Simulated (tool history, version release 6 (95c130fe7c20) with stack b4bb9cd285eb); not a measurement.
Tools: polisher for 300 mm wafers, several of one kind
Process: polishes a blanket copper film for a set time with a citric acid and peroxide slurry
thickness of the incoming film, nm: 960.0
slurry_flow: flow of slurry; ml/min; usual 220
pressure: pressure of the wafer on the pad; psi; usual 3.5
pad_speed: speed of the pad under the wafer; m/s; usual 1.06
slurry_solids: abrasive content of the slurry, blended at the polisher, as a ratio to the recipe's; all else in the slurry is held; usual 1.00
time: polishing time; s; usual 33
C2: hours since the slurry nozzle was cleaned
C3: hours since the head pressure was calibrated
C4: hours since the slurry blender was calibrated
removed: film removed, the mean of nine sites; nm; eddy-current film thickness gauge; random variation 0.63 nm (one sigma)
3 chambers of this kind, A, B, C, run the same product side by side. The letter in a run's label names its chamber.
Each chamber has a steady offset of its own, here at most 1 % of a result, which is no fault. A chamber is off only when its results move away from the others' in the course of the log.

Run 1A, hour 7.3: usual settings; wafers polished on this pad 141; C2 44.2; C3 227.2; C4 269.7. Result: removed 80.359 nm.
Run 2B, hour 14.6: usual settings; wafers polished on this pad 359; C2 230.3; C3 89.3; C4 320.0. Result: removed 79.341 nm.
Run 3C, hour 23.5: usual settings; wafers polished on this pad 540; C2 671.0; C3 504.0; C4 98.4. Result: removed 79.338 nm.
Run 4A, hour 30.4: usual settings; wafers polished on this pad 487; C2 67.3; C3 250.3; C4 292.8. Result: removed 79.798 nm.
Run 5C, hour 35.3: usual settings; wafers polished on this pad 716; C2 682.8; C3 515.8; C4 110.2. Result: removed 79.672 nm.
At hour 39.4: chamber C: slurry nozzle cleaned.
Run 6B, hour 44.2: usual settings; wafers polished on this pad 802; C2 259.9; C3 118.9; C4 349.6. Result: removed 79.343 nm.
At hour 50.9: chamber B: worn pad replaced by a new one.
Run 7B, hour 53.1: usual settings; wafers polished on this pad 34; C2 268.8; C3 127.8; C4 358.5. Result: removed 78.913 nm.
Run 8A, hour 58.7: usual settings; wafers polished on this pad 909; C2 95.6; C3 278.6; C4 321.1. Result: removed 79.029 nm.
At hour 59.6: chamber C: worn pad replaced by a new one.
Run 9C, hour 63.7: usual settings; wafers polished on this pad 61; C2 24.3; C3 544.2; C4 138.6. Result: removed 79.497 nm.
Run 10B, hour 68.7: usual settings; wafers polished on this pad 267; C2 284.4; C3 143.4; C4 374.1. Result: removed 79.003 nm.
Run 11C, hour 75.0: usual settings; wafers polished on this pad 230; C2 35.6; C3 555.5; C4 149.9. Result: removed 78.141 nm.
At hour 77.1: chamber A: worn pad replaced by a new one.
Run 12A, hour 80.3: usual settings; wafers polished on this pad 48; C2 117.2; C3 300.2; C4 342.7. Result: removed 80.782 nm.
Run 13B, hour 88.0: usual settings; wafers polished on this pad 555; C2 303.7; C3 162.7; C4 393.4. Result: removed 78.084 nm.
Run 14C, hour 96.0: usual settings; wafers polished on this pad 544; C2 56.6; C3 576.5; C4 170.9. Result: removed 78.743 nm.
Run 15A, hour 100.1: usual settings; wafers polished on this pad 344; C2 137.0; C3 320.0; C4 362.5. Result: removed 79.760 nm.
At hour 103.7: chamber B: worn pad replaced by a new one.
Run 16B, hour 109.1: usual settings but pad_speed 0.80 m/s, time 28 s; wafers polished on this pad 80; C2 324.8; C3 183.8; C4 414.5. Result: removed 50.401 nm.
Run 17C, hour 115.7: usual settings but pad_speed 0.80 m/s, time 28 s; wafers polished on this pad 838; C2 76.3; C3 596.2; C4 190.6. Result: removed 51.235 nm.
Run 18A, hour 121.3: usual settings but pad_speed 0.80 m/s, time 28 s; wafers polished on this pad 660; C2 158.2; C3 341.2; C4 383.7. Result: removed 51.503 nm.
Run 19B, hour 128.4: usual settings; wafers polished on this pad 369; C2 344.1; C3 203.1; C4 433.8. Result: removed 77.364 nm.
Run 20C, hour 132.4: usual settings; wafers polished on this pad 1088; C2 93.0; C3 612.9; C4 207.3. Result: removed 78.876 nm.
Run 21A, hour 136.4: usual settings; wafers polished on this pad 886; C2 173.3; C3 356.3; C4 398.8. Result: removed 80.081 nm.
At hour 137.7: chamber C: worn pad replaced by a new one.
Run 22B, hour 142.6: usual settings; wafers polished on this pad 581; C2 358.3; C3 217.3; C4 448.0. Result: removed 76.874 nm.
Run 23A, hour 151.3: usual settings; wafers polished on this pad 1109; C2 188.2; C3 371.2; C4 413.7. Result: removed 79.810 nm.
Run 24C, hour 159.3: usual settings; wafers polished on this pad 323; C2 119.9; C3 639.8; C4 234.2. Result: removed 78.857 nm.
At hour 164.9: chamber A: worn pad replaced by a new one.
Run 25C, hour 166.5: usual settings; wafers polished on this pad 430; C2 127.1; C3 647.0; C4 241.4. Result: removed 78.070 nm.
At hour 173.3: chamber B: worn pad replaced by a new one.
Run 26A, hour 174.9: usual settings; wafers polished on this pad 150; C2 211.8; C3 394.8; C4 437.3. Result: removed 78.784 nm.
Run 27B, hour 181.9: usual settings; wafers polished on this pad 129; C2 397.6; C3 256.6; C4 487.3. Result: removed 76.923 nm.
Run 28B, hour 190.1: usual settings; wafers polished on this pad 251; C2 405.8; C3 264.8; C4 495.5. Result: removed 76.471 nm.
At hour 190.3: chamber A: slurry blender recalibrated.
Run 29A, hour 196.2: usual settings; wafers polished on this pad 469; C2 233.1; C3 416.1; C4 6.0. Result: removed 80.462 nm.
Run 30C, hour 201.2: usual settings; wafers polished on this pad 949; C2 161.8; C3 681.7; C4 276.1. Result: removed 78.724 nm.
At hour 203.6: chamber C: worn pad replaced by a new one.
Run 31B, hour 206.8: usual settings but pad_speed 1.38 m/s, time 24 s; wafers polished on this pad 501; C2 422.5; C3 281.5; C4 512.2. Result: removed 71.098 nm.
Run 32C, hour 215.7: usual settings but pad_speed 1.38 m/s, time 24 s; wafers polished on this pad 182; C2 176.3; C3 696.2; C4 290.6. Result: removed 74.326 nm.
At hour 217.2: chamber A: slurry nozzle cleaned.
Run 33A, hour 220.7: usual settings but pad_speed 1.38 m/s, time 24 s; wafers polished on this pad 835; C2 3.5; C3 440.6; C4 30.5. Result: removed 76.106 nm.
At hour 225.4: chamber C: slurry blender recalibrated.
Run 34C, hour 228.7: usual settings but slurry_solids 1.15; wafers polished on this pad 376; C2 189.3; C3 709.2; C4 3.4. Result: removed 81.881 nm.
Run 35B, hour 236.3: usual settings but slurry_solids 1.15; wafers polished on this pad 942; C2 452.0; C3 311.0; C4 541.7. Result: removed 77.225 nm.
At hour 238.4: chamber A: worn pad replaced by a new one.
Run 36A, hour 243.6: usual settings but slurry_solids 1.15; wafers polished on this pad 77; C2 26.4; C3 463.5; C4 53.4. Result: removed 83.007 nm.

What goes on in this fleet: one chamber off, a drifting gauge, or nothing beyond the chambers' own small offsets? Name the chamber and the cause, if any.

Chamber B drifts away from the others.
Cause: abrasive missing from the slurry, % = 20.9.
The log may not tell that from: slurry flow missing at the pad, %; head's pressure below its setpoint, %.

Here are 4 candidates for chamber B's next run, each the usual settings with a change, their results left as question marks. Which one brings its results back in line with what the others give on the usual settings?
In line means no further than this from the other chambers' mean on the usual settings: removed 2.200 nm
Run 37B-1, hour 250.1: usual settings but slurry_flow 160 ml/min, slurry_solids 0.65. Result: removed ?.
Run 37B-2, hour 250.1: usual settings but pad_speed 1.02 m/s, time 32 s. Result: removed ?.
Run 37B-3, hour 250.1: usual settings but pad_speed 1.14 m/s, time 35 s. Result: removed ?.
Run 37B-4, hour 250.1: usual settings but pad_speed 1.10 m/s, time 34 s. Result: removed ?.

The other chambers' mean on the usual settings: removed 79.707 nm
  run  removed
37B-1   65.579
37B-2   69.887
37B-3   85.219
37B-4   79.941
37B-4 brings the chamber back in line.

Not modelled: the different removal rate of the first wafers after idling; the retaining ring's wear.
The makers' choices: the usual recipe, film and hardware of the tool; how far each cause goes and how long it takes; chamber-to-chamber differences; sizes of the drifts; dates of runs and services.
